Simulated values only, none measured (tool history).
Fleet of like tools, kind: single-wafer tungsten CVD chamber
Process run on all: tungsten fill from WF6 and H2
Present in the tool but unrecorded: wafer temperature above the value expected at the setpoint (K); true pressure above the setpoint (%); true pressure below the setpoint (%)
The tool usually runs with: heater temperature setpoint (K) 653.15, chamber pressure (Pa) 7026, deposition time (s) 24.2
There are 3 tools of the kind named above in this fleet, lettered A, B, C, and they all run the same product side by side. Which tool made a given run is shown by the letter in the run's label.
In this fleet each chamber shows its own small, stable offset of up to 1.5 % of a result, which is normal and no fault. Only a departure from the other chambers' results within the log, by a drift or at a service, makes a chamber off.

run	day	heater temperature setpoint (K)	chamber pressure (Pa)	deposition time (s)	hours since the last thermocouple change	hours since the last manometer calibration	read-back reference wafer on the same gauge, thickness_nm	mean film thickness on the monitor wafer (Å)
1C	0.583	653.15	7026	24.2	1647.3	929.8	69.081	622.08
2B	0.979	653.15	7026	24.2	380.6	561.7	69.097	628.59
3A	1.292	653.15	7026	24.2	817	498	69.065	621.59
4A	1.792	653.15	7026	24.2	829	510	69.054	620.97
5C	2.158	653.15	7026	24.2	1685.1	967.6	69.062	622.61
6B	2.612	653.15	7026	24.2	419.8	600.9	69.063	629.13
7B	2.975	653.15	7026	24.2	428.5	609.6	69.037	629.39
8A	3.508	653.15	7026	24.2	870.2	551.2	69.023	620.96
9C	3.946	653.15	7026	24.2	1728	1010.5	69.039	620.75
10C	4.542	653.15	7026	24.2	1742.3	1024.8	69.019	623.9
11A	5.167	653.15	7026	24.2	910	591	69.014	621.06
12B	5.825	653.15	7026	24.2	496.9	678	68.988	626.82
13A	6.275	653.15	7026	24.2	936.6	617.6	68.959	621.37
14C	6.892	653.15	7026	24.2	1798.7	1081.2	68.974	622.13
15B	7.454	653.15	7026	24.2	536	717.1	68.97	627.25
16C	8.025	653.15	7026	24.2	1825.9	1108.4	68.953	621.06
17B	8.367	653.15	7026	24.2	557.9	739	68.943	626.53
18A	8.829	653.15	7026	24.2	997.9	678.9	68.93	621.4
19C	9.35	667.15	8293	24.2	1857.7	1140.2	68.952	878.32
20A	9.954	667.15	8293	24.2	1024.9	705.9	68.914	875.06
21B	10.438	667.15	8293	24.2	607.6	788.7	68.911	886.24
22B	10.8	653.15	7026	24.2	616.3	797.4	68.909	626.56
23C	11.225	653.15	5840	24.2	1902.7	1185.2	68.901	570.28
24A	11.771	653.15	5840	24.2	1068.5	749.5	68.856	567.42
25C	12.267	653.15	5840	24.2	1927.7	1210.2	68.874	570.99
26B	12.846	653.15	7026	24.2	665.4	846.5	68.865	626.63
27A	13.483	653.15	7026	24.2	1109.6	790.6	68.853	619.7
28B	13.946	653.15	7026	24.2	691.8	872.9	68.861	626.88
29A	14.279	653.15	7026	24.2	1128.7	809.7	68.823	619.17
30C	14.879	653.15	7026	24.2	1990.4	1272.9	68.804	621.39
# day 15.033: chamber A: thermocouple changed; heater temperature recalibrated
31A	15.325	653.15	7026	24.2	7.1	834.8	68.828	618.9
# day 15.621: chamber C: thermocouple changed; heater temperature recalibrated
32B	15.629	653.15	7026	24.2	732.2	913.3	68.828	625.31
33C	16	653.15	7026	24.2	9.1	1299.8	68.803	620.79
34B	16.488	653.15	7026	24.2	752.8	933.9	68.778	624.75
35C	16.967	653.15	7026	28.5	32.3	1323	68.812	731.97
36A	17.354	653.15	7026	28.5	55.8	883.5	68.778	728.55
37A	17.692	653.15	7026	28.5	63.9	891.6	68.773	729.08

Next, all 3 chambers run the settings below, one line each with question marks for the results. What does each chamber give?
38A	18.171	653.15	5333	24.2				?
38B	18.171	653.15	5333	24.2				?
38C	18.171	653.15	5333	24.2				?

run	mean film thickness on the monitor wafer (Å)
38A	544.72
38B	550.98
38C	548.3

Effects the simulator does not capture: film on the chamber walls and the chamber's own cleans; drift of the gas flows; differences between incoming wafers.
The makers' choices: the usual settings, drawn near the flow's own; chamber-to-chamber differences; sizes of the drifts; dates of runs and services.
